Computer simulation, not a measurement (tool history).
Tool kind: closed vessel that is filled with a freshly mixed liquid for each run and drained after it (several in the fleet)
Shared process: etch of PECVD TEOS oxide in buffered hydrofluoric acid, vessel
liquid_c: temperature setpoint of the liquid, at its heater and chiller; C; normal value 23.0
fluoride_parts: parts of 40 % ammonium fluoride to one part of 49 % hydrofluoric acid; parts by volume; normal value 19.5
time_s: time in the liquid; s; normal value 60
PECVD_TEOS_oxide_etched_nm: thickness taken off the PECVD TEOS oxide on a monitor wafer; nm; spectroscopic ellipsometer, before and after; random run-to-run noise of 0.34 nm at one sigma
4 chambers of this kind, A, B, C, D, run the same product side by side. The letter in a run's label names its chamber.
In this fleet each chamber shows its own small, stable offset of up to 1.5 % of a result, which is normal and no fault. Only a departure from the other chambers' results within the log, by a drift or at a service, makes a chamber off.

run,day,liquid_c,fluoride_parts,time_s,hours since the thermometer was replaced,hours since the hydrofluoric acid flow meter was replaced,"read-back film thickness of the PECVD TEOS oxide reference wafer, read on the same gauge (nm)",PECVD_TEOS_oxide_etched_nm
1C,0.167,23.0,19.5,60,269.1,468.5,29.987,57.241
2D,0.300,23.0,19.5,60,153.6,365.2,30.010,56.286
3A,0.417,23.0,19.5,60,1603.7,258.5,29.999,58.138
4B,0.658,23.0,19.5,60,154.5,545.6,29.991,57.731
5A,0.829,23.0,19.5,60,1613.6,268.4,29.989,57.600
6B,1.021,23.0,19.5,45,163.2,554.3,29.996,43.294
7C,1.283,23.0,19.5,45,295.9,495.3,29.999,43.272
8D,1.438,23.0,19.5,45,180.9,392.5,30.012,42.539
# day 1.521: chamber A: thermometer replaced
9C,1.617,23.0,19.5,45,303.9,503.3,30.008,43.070
10D,1.767,23.0,19.5,60,188.8,400.4,30.002,55.959
11B,1.900,23.0,19.5,60,184.3,575.4,30.008,57.805
12A,2.125,23.0,19.5,60,14.5,299.5,29.995,57.761
13C,2.308,23.0,19.5,60,320.5,519.9,29.969,58.172
14A,2.438,23.0,19.5,60,22.0,307.0,30.007,57.497
15D,2.650,23.0,19.5,60,210.0,421.6,30.004,56.156
16B,2.850,23.0,19.5,60,207.1,598.2,30.002,57.699
17D,3.038,19.5,19.5,60,219.3,430.9,30.013,46.441
18A,3.225,19.5,19.5,60,40.9,325.9,30.009,47.045
19C,3.362,19.5,19.5,60,345.8,545.2,30.012,48.183
20B,3.621,19.5,19.5,60,225.6,616.7,29.998,47.658
21C,3.775,23.0,19.5,60,355.7,555.1,29.998,58.626
22B,4.046,23.0,19.5,60,235.8,626.9,29.992,57.371
23A,4.200,23.0,19.5,60,64.3,349.3,30.013,57.197
# day 4.292: chamber D: hydrofluoric acid flow meter replaced
24D,4.433,23.0,16.0,60,252.8,3.5,30.002,68.603
25B,4.671,23.0,16.0,60,250.8,641.9,30.005,70.531
26A,4.817,23.0,16.0,60,79.1,364.1,30.005,69.802
27C,5.067,23.0,16.0,60,386.7,586.1,29.993,73.738
28D,5.212,23.0,19.5,60,271.5,22.2,30.002,56.565
29A,5.467,23.0,19.5,60,94.7,379.7,30.000,56.797

Each of the 4 chambers runs these same settings next. Fill in every chamber's results:
30A,5.658,23.0,19.5,60,,,,?
30B,5.658,23.0,19.5,60,,,,?
30C,5.658,23.0,19.5,60,,,,?
30D,5.658,23.0,19.5,60,,,,?

run,PECVD_TEOS_oxide_etched_nm
30A,57.214
30B,57.400
30C,60.889
30D,56.840

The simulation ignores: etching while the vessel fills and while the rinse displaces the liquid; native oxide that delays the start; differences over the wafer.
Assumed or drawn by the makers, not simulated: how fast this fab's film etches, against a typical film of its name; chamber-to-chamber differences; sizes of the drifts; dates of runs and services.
